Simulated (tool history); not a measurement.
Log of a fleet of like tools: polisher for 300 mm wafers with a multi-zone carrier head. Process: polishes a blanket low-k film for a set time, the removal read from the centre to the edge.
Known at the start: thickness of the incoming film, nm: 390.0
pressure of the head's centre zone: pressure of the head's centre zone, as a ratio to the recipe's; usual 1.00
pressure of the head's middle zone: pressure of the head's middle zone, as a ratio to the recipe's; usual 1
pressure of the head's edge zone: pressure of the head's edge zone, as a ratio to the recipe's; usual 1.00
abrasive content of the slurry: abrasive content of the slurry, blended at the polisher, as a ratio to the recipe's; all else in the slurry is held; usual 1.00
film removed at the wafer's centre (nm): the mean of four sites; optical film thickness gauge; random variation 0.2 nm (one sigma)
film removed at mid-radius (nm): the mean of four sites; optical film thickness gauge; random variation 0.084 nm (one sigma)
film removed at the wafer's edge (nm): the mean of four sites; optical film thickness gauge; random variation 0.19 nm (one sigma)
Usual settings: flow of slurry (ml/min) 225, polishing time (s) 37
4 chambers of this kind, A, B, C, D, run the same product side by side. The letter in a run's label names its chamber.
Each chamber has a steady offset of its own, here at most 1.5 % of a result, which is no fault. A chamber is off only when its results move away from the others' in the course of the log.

run	day	flow of slurry (ml/min)	pressure of the head's centre zone	pressure of the head's middle zone	pressure of the head's edge zone	abrasive content of the slurry	polishing time (s)	wafers polished on this pad	hours since the slurry nozzle was cleaned	hours since the centre zone pressure was calibrated	hours since the edge zone pressure was calibrated	film removed at the wafer's centre (nm)	film removed at mid-radius (nm)	film removed at the wafer's edge (nm)
1B	0.346	225	1.00	1	1.00	1.00	37	413	9.7	30.0	161.5	13.411	13.707	13.930
# day 0.754: chamber D: worn pad replaced by a new one
2D	0.821	225	1.00	1	1.00	1.00	37	13	35.1	674.4	26.9	13.958	13.816	14.073
3C	1.125	225	1.00	1	1.00	1.00	37	596	45.3	391.9	341.8	13.646	13.797	13.514
4A	1.583	225	1.00	1	1.00	1.00	37	486	361.9	586.1	995.7	13.880	14.068	13.743
5D	1.842	225	0.89	1	1.12	1.00	37	216	59.6	698.9	51.4	12.221	13.783	14.862
6C	2.262	225	0.89	1	1.12	1.00	37	822	72.6	419.2	369.1	11.960	13.966	14.523
7A	2.492	225	0.89	1	1.12	1.00	37	667	383.7	607.9	1017.5	12.363	14.017	14.836
8B	2.842	225	0.89	1	1.12	1.00	37	910	69.6	89.9	221.4	12.206	13.606	14.453
# day 2.883: chamber A: worn pad replaced by a new one
9A	3.246	295	1.11	1	1.00	1.00	37	72	401.8	626.0	1035.6	16.114	14.357	14.058
# day 3.317: chamber C: worn pad replaced by a new one
# day 3.558: chamber D: worn pad replaced by a new one
10C	3.567	295	1.11	1	1.00	1.00	37	50	103.9	450.5	400.4	15.949	14.172	14.018
11D	3.938	295	1.11	1	1.00	1.00	37	75	109.9	749.2	101.7	15.927	14.112	14.287
# day 3.967: chamber B: worn pad replaced by a new one
12B	4.267	295	1.11	1	1.00	1.00	37	59	103.8	124.1	255.6	15.908	14.017	14.182
13C	4.596	175	1.00	1	1.00	1.00	37	255	128.6	475.2	425.1	13.537	13.258	13.511
14D	4.867	175	1.00	1	1.00	1.00	37	260	132.2	771.5	124.0	13.468	13.277	13.702
15A	5.192	175	1.00	1	1.00	1.00	37	459	448.5	672.7	1082.3	13.148	13.367	13.462
16B	5.558	175	1.00	1	1.00	1.00	37	316	134.8	155.1	286.6	13.386	13.200	13.279
# day 5.833: chamber D: worn pad replaced by a new one
17A	5.871	225	1.00	1	1.00	1.00	37	595	464.8	689.0	1098.6	13.490	13.854	14.007
18C	6.108	225	1.00	1	1.00	1.00	37	556	164.9	511.5	461.4	13.734	13.877	13.705
19D	6.492	225	1.00	1	1.00	1.00	37	131	171.2	810.5	163.0	13.667	13.608	13.905
20B	6.871	225	0.93	1	1.00	1.00	30	577	166.3	186.6	318.1	10.304	10.974	11.235
# day 7.262: chamber C: worn pad replaced by a new one
21B	7.279	225	0.93	1	1.00	1.00	30	659	176.1	196.4	327.9	10.269	10.961	11.016
# day 7.288: chamber A: worn pad replaced by a new one
22C	7.683	225	0.93	1	1.00	1.00	30	83	202.7	549.3	499.2	10.337	11.288	11.352
23D	7.933	225	0.93	1	1.00	1.00	30	418	205.8	845.1	197.6	10.251	11.171	11.334
# day 8.162: chamber D: worn pad replaced by a new one
24A	8.338	225	1.00	1	1.00	1.00	37	209	524.0	748.2	1157.8	13.460	13.912	13.835
25C	8.679	225	1.00	1	1.00	1.00	37	281	226.6	573.2	523.1	13.949	13.687	13.854
26B	9.054	225	1.00	1	1.00	1.00	37	1012	218.7	239.0	370.5	13.404	13.608	13.914
# day 9.188: chamber D: centre zone pressure recalibrated
27A	9.400	225	1.00	1	1.00	1.00	37	420	549.5	773.7	1183.3	12.889	13.962	13.475
28D	9.712	225	1.00	1	1.00	1.00	37	309	248.5	12.7	240.3	13.794	13.750	13.876
29D	9.979	225	1.00	1	1.00	1.00	37	362	254.9	19.1	246.7	13.653	13.674	13.786
# day 10.275: chamber B: worn pad replaced by a new one
30C	10.358	225	1.00	1	1.00	0.75	37	615	266.9	613.5	563.4	11.840	12.044	11.764
31B	10.808	225	1.00	1	1.00	0.75	37	106	260.8	281.1	412.6	11.854	11.816	11.713
# day 10.950: chamber A: worn pad replaced by a new one
32A	11.242	225	1.00	1	1.00	0.75	37	58	593.7	817.9	1227.5	10.792	11.992	11.768
33B	11.600	225	1.00	1	1.00	0.75	37	264	279.8	300.1	431.6	11.873	11.777	12.007

Next, every chamber runs the same settings. What will each give?
34A	11.946	225	1.00	1	1.00	1.00	37					?	?	?
34B	11.946	225	1.00	1	1.00	1.00	37					?	?	?
34C	11.946	225	1.00	1	1.00	1.00	37					?	?	?
34D	11.946	225	1.00	1	1.00	1.00	37					?	?	?

run	film removed at the wafer's centre (nm)	film removed at mid-radius (nm)	film removed at the wafer's edge (nm)
34A	12.650	14.033	13.701
34B	13.778	13.614	13.461
34C	13.723	13.805	13.485
34D	13.796	13.754	14.165
